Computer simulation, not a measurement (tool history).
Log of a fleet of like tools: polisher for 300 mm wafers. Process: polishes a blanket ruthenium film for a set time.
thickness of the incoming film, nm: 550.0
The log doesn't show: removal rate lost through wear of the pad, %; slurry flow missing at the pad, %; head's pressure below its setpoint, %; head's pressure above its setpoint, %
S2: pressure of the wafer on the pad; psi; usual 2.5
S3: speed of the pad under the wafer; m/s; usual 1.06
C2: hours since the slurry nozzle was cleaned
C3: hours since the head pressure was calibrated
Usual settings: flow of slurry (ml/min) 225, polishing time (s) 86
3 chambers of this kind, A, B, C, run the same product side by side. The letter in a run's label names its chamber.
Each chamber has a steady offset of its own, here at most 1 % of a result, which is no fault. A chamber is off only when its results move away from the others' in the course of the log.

{"hour": 2.9, "done": "chamber A: slurry nozzle cleaned"}
{"run": "1B", "hour": 5.0, "flow of slurry (ml/min)": 225, "S2": 2.5, "S3": 1.06, "polishing time (s)": 86, "wafers polished on this pad": 529, "C2": 715, "C3": 57.3, "film removed (angstrom)": 1545.3}
{"run": "2C", "hour": 8.6, "flow of slurry (ml/min)": 225, "S2": 2.5, "S3": 1.06, "polishing time (s)": 86, "wafers polished on this pad": 479, "C2": 28.7, "C3": 137.3, "film removed (angstrom)": 1547}
{"run": "3A", "hour": 13.0, "flow of slurry (ml/min)": 225, "S2": 2.5, "S3": 1.06, "polishing time (s)": 86, "wafers polished on this pad": 782, "C2": 10.1, "C3": 1439.9, "film removed (angstrom)": 1570.6}
{"run": "4A", "hour": 16.9, "flow of slurry (ml/min)": 225, "S2": 2.5, "S3": 1.06, "polishing time (s)": 86, "wafers polished on this pad": 830, "C2": 14, "C3": 1443.8, "film removed (angstrom)": 1535.6}
{"hour": 21.4, "done": "chamber C: worn pad replaced by a new one"}
{"run": "5B", "hour": 21.6, "flow of slurry (ml/min)": 225, "S2": 2.5, "S3": 1.06, "polishing time (s)": 86, "wafers polished on this pad": 735, "C2": 731.6, "C3": 73.9, "film removed (angstrom)": 1533.2}
{"run": "6C", "hour": 26.6, "flow of slurry (ml/min)": 225, "S2": 2.5, "S3": 1.06, "polishing time (s)": 86, "wafers polished on this pad": 64, "C2": 46.7, "C3": 155.3, "film removed (angstrom)": 1551.5}
{"run": "7A", "hour": 29.2, "flow of slurry (ml/min)": 225, "S2": 2, "S3": 1.06, "polishing time (s)": 86, "wafers polished on this pad": 983, "C2": 26.3, "C3": 1456.1, "film removed (angstrom)": 1229.4}
{"run": "8C", "hour": 34.7, "flow of slurry (ml/min)": 225, "S2": 2, "S3": 1.06, "polishing time (s)": 86, "wafers polished on this pad": 165, "C2": 54.8, "C3": 163.4, "film removed (angstrom)": 1241}
{"hour": 36.1, "done": "chamber A: worn pad replaced by a new one"}
{"run": "9B", "hour": 38.4, "flow of slurry (ml/min)": 225, "S2": 2, "S3": 1.06, "polishing time (s)": 86, "wafers polished on this pad": 944, "C2": 748.4, "C3": 90.7, "film removed (angstrom)": 1221.9}
{"hour": 39.2, "done": "chamber B: worn pad replaced by a new one"}
{"run": "10B", "hour": 42.9, "flow of slurry (ml/min)": 225, "S2": 2.5, "S3": 1.06, "polishing time (s)": 86, "wafers polished on this pad": 46, "C2": 752.9, "C3": 95.2, "film removed (angstrom)": 1527.9}
{"run": "11A", "hour": 46.6, "flow of slurry (ml/min)": 225, "S2": 2.5, "S3": 1.06, "polishing time (s)": 86, "wafers polished on this pad": 131, "C2": 43.7, "C3": 1473.5, "film removed (angstrom)": 1548.2}
{"hour": 46.7, "done": "chamber A: head pressure recalibrated"}
{"hour": 47.1, "done": "chamber B: slurry nozzle cleaned"}
{"run": "12C", "hour": 49.8, "flow of slurry (ml/min)": 225, "S2": 2.5, "S3": 1.06, "polishing time (s)": 86, "wafers polished on this pad": 352, "C2": 69.9, "C3": 178.5, "film removed (angstrom)": 1548.6}
{"run": "13A", "hour": 54.2, "flow of slurry (ml/min)": 225, "S2": 2.5, "S3": 1.06, "polishing time (s)": 86, "wafers polished on this pad": 225, "C2": 51.3, "C3": 7.5, "film removed (angstrom)": 1389.3}
{"run": "14C", "hour": 57.7, "flow of slurry (ml/min)": 225, "S2": 2.5, "S3": 1.06, "polishing time (s)": 86, "wafers polished on this pad": 450, "C2": 77.8, "C3": 186.4, "film removed (angstrom)": 1553.2}
{"run": "15B", "hour": 61.9, "flow of slurry (ml/min)": 225, "S2": 1.7, "S3": 1.32, "polishing time (s)": 86, "wafers polished on this pad": 282, "C2": 14.8, "C3": 114.2, "film removed (angstrom)": 1300.2}
{"run": "16A", "hour": 66.0, "flow of slurry (ml/min)": 225, "S2": 1.7, "S3": 1.32, "polishing time (s)": 86, "wafers polished on this pad": 372, "C2": 63.1, "C3": 19.3, "film removed (angstrom)": 1205.6}
{"run": "17B", "hour": 69.7, "flow of slurry (ml/min)": 225, "S2": 1.7, "S3": 1.32, "polishing time (s)": 86, "wafers polished on this pad": 379, "C2": 22.6, "C3": 122, "film removed (angstrom)": 1310.4}
{"run": "18C", "hour": 73.0, "flow of slurry (ml/min)": 225, "S2": 2.5, "S3": 1.06, "polishing time (s)": 86, "wafers polished on this pad": 640, "C2": 93.1, "C3": 201.7, "film removed (angstrom)": 1544.1}
{"run": "19B", "hour": 76.8, "flow of slurry (ml/min)": 225, "S2": 2.5, "S3": 1.06, "polishing time (s)": 86, "wafers polished on this pad": 467, "C2": 29.7, "C3": 129.1, "film removed (angstrom)": 1559.5}
{"hour": 80.7, "done": "chamber C: worn pad replaced by a new one"}
{"run": "20A", "hour": 81.1, "flow of slurry (ml/min)": 225, "S2": 2.5, "S3": 1.06, "polishing time (s)": 86, "wafers polished on this pad": 559, "C2": 78.2, "C3": 34.4, "film removed (angstrom)": 1400.4}
{"run": "21C", "hour": 85.0, "flow of slurry (ml/min)": 225, "S2": 2.5, "S3": 1.06, "polishing time (s)": 86, "wafers polished on this pad": 53, "C2": 105.1, "C3": 213.7, "film removed (angstrom)": 1532.9}
{"run": "22A", "hour": 88.1, "flow of slurry (ml/min)": 225, "S2": 2.5, "S3": 1.06, "polishing time (s)": 86, "wafers polished on this pad": 646, "C2": 85.2, "C3": 41.4, "film removed (angstrom)": 1407.1}
{"run": "23C", "hour": 92.8, "flow of slurry (ml/min)": 225, "S2": 2.5, "S3": 1.06, "polishing time (s)": 86, "wafers polished on this pad": 150, "C2": 112.9, "C3": 221.5, "film removed (angstrom)": 1561.5}
{"run": "24B", "hour": 96.1, "flow of slurry (ml/min)": 225, "S2": 2.5, "S3": 1.06, "polishing time (s)": 86, "wafers polished on this pad": 707, "C2": 49, "C3": 148.4, "film removed (angstrom)": 1547.4}
{"run": "25A", "hour": 100.8, "flow of slurry (ml/min)": 225, "S2": 2.5, "S3": 0.7, "polishing time (s)": 101, "wafers polished on this pad": 804, "C2": 97.9, "C3": 54.1, "film removed (angstrom)": 1092.9}
{"run": "26C", "hour": 103.3, "flow of slurry (ml/min)": 225, "S2": 2.5, "S3": 0.7, "polishing time (s)": 101, "wafers polished on this pad": 280, "C2": 123.4, "C3": 232, "film removed (angstrom)": 1195.4}
{"run": "27B", "hour": 107.5, "flow of slurry (ml/min)": 225, "S2": 2.5, "S3": 0.7, "polishing time (s)": 101, "wafers polished on this pad": 848, "C2": 60.4, "C3": 159.8, "film removed (angstrom)": 1177.6}
{"run": "28C", "hour": 111.6, "flow of slurry (ml/min)": 225, "S2": 2.5, "S3": 1.06, "polishing time (s)": 86, "wafers polished on this pad": 383, "C2": 131.7, "C3": 240.3, "film removed (angstrom)": 1555.3}
{"run": "29A", "hour": 114.6, "flow of slurry (ml/min)": 225, "S2": 2.5, "S3": 1.06, "polishing time (s)": 86, "wafers polished on this pad": 975, "C2": 111.7, "C3": 67.9, "film removed (angstrom)": 1425.1}

All 3 chambers run these settings next. Forecast each chamber's results:
{"run": "30A", "hour": 118.6, "flow of slurry (ml/min)": 225, "S2": 2.5, "S3": 1.06, "polishing time (s)": 86, "film removed (angstrom)": "?"}
{"run": "30B", "hour": 118.6, "flow of slurry (ml/min)": 225, "S2": 2.5, "S3": 1.06, "polishing time (s)": 86, "film removed (angstrom)": "?"}
{"run": "30C", "hour": 118.6, "flow of slurry (ml/min)": 225, "S2": 2.5, "S3": 1.06, "polishing time (s)": 86, "film removed (angstrom)": "?"}

run=30A film_removed_(angstrom)=1396
run=30B film_removed_(angstrom)=1530.2
run=30C film_removed_(angstrom)=1527.7
